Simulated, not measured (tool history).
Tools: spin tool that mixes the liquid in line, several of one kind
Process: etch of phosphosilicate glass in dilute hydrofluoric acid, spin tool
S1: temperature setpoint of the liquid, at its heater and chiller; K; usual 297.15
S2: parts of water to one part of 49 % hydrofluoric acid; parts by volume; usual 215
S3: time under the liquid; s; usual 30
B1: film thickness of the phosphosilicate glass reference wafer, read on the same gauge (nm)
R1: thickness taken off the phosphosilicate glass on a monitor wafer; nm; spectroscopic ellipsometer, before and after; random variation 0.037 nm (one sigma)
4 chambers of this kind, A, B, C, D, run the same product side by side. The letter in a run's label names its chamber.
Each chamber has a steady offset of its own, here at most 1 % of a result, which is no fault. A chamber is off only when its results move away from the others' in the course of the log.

{"run": "1A", "day": 0.367, "S1": 297.15, "S2": 215, "S3": 30, "B1": 149.96, "R1": 7.5169}
{"run": "2B", "day": 0.629, "S1": 297.15, "S2": 215, "S3": 30, "B1": 150.02, "R1": 7.4925}
{"run": "3C", "day": 0.929, "S1": 297.15, "S2": 215, "S3": 30, "B1": 150.03, "R1": 7.4585}
{"run": "4D", "day": 1.412, "S1": 297.15, "S2": 215, "S3": 30, "B1": 149.99, "R1": 7.416}
{"run": "5C", "day": 1.896, "S1": 297.15, "S2": 215, "S3": 30, "B1": 150.01, "R1": 7.4444}
{"run": "6A", "day": 2.25, "S1": 297.15, "S2": 215, "S3": 30, "B1": 149.99, "R1": 7.5468}
{"run": "7D", "day": 2.738, "S1": 297.15, "S2": 215, "S3": 45, "B1": 150.02, "R1": 11.084}
{"run": "8B", "day": 3.321, "S1": 297.15, "S2": 215, "S3": 45, "B1": 149.98, "R1": 11.119}
{"day": 3.421, "done": "chamber C: hydrofluoric acid flow meter replaced"}
{"run": "9C", "day": 3.775, "S1": 297.15, "S2": 215, "S3": 45, "B1": 150.01, "R1": 11.204}
{"run": "10A", "day": 4.125, "S1": 297.15, "S2": 215, "S3": 45, "B1": 149.99, "R1": 11.199}
{"run": "11B", "day": 4.571, "S1": 297.15, "S2": 215, "S3": 30, "B1": 150.0, "R1": 7.4001}
{"run": "12D", "day": 5.062, "S1": 297.15, "S2": 215, "S3": 30, "B1": 150.0, "R1": 7.4079}
{"run": "13A", "day": 5.433, "S1": 297.15, "S2": 215, "S3": 30, "B1": 150.0, "R1": 7.4253}
{"run": "14D", "day": 5.704, "S1": 297.15, "S2": 215, "S3": 30, "B1": 150.01, "R1": 7.5045}
{"run": "15C", "day": 6.0, "S1": 297.15, "S2": 215, "S3": 30, "B1": 150.0, "R1": 7.4976}
{"run": "16B", "day": 6.458, "S1": 297.15, "S2": 215, "S3": 30, "B1": 149.99, "R1": 7.437}
{"run": "17D", "day": 6.95, "S1": 297.15, "S2": 215, "S3": 30, "B1": 150.01, "R1": 7.4706}
{"run": "18C", "day": 7.212, "S1": 297.15, "S2": 215, "S3": 30, "B1": 150.0, "R1": 7.5503}
{"run": "19A", "day": 7.617, "S1": 297.15, "S2": 215, "S3": 30, "B1": 149.98, "R1": 7.5008}
{"run": "20B", "day": 7.992, "S1": 297.15, "S2": 120, "S3": 15, "B1": 150.0, "R1": 7.4873}
{"run": "21A", "day": 8.3, "S1": 297.15, "S2": 120, "S3": 15, "B1": 150.01, "R1": 7.5541}
{"run": "22D", "day": 8.729, "S1": 297.15, "S2": 120, "S3": 15, "B1": 149.97, "R1": 7.4274}
{"run": "23B", "day": 9.238, "S1": 297.15, "S2": 120, "S3": 15, "B1": 150.04, "R1": 7.4464}
{"run": "24C", "day": 9.717, "S1": 299.65, "S2": 215, "S3": 20, "B1": 150.0, "R1": 5.4684}
{"day": 9.738, "done": "chamber A: hydrofluoric acid flow meter replaced"}
{"run": "25B", "day": 10.25, "S1": 299.65, "S2": 215, "S3": 20, "B1": 150.02, "R1": 5.4391}
{"run": "26C", "day": 10.758, "S1": 299.65, "S2": 215, "S3": 20, "B1": 149.97, "R1": 5.4462}
{"run": "27D", "day": 11.088, "S1": 299.65, "S2": 215, "S3": 20, "B1": 149.99, "R1": 5.423}
{"run": "28A", "day": 11.571, "S1": 297.15, "S2": 215, "S3": 30, "B1": 150.01, "R1": 7.4671}
{"run": "29D", "day": 12.088, "S1": 297.15, "S2": 215, "S3": 30, "B1": 150.01, "R1": 7.4498}
{"run": "30B", "day": 12.404, "S1": 297.15, "S2": 215, "S3": 20, "B1": 150.0, "R1": 4.9682}
{"run": "31C", "day": 12.883, "S1": 297.15, "S2": 215, "S3": 20, "B1": 150.01, "R1": 4.9751}
{"run": "32A", "day": 13.142, "S1": 297.15, "S2": 215, "S3": 20, "B1": 150.02, "R1": 5.0088}

What goes on in this fleet: one chamber off, a drifting gauge, or nothing beyond the chambers' own small offsets? Name the chamber and the cause, if any.

No chamber stands off beyond its own small offset, and the gauge holds steady.

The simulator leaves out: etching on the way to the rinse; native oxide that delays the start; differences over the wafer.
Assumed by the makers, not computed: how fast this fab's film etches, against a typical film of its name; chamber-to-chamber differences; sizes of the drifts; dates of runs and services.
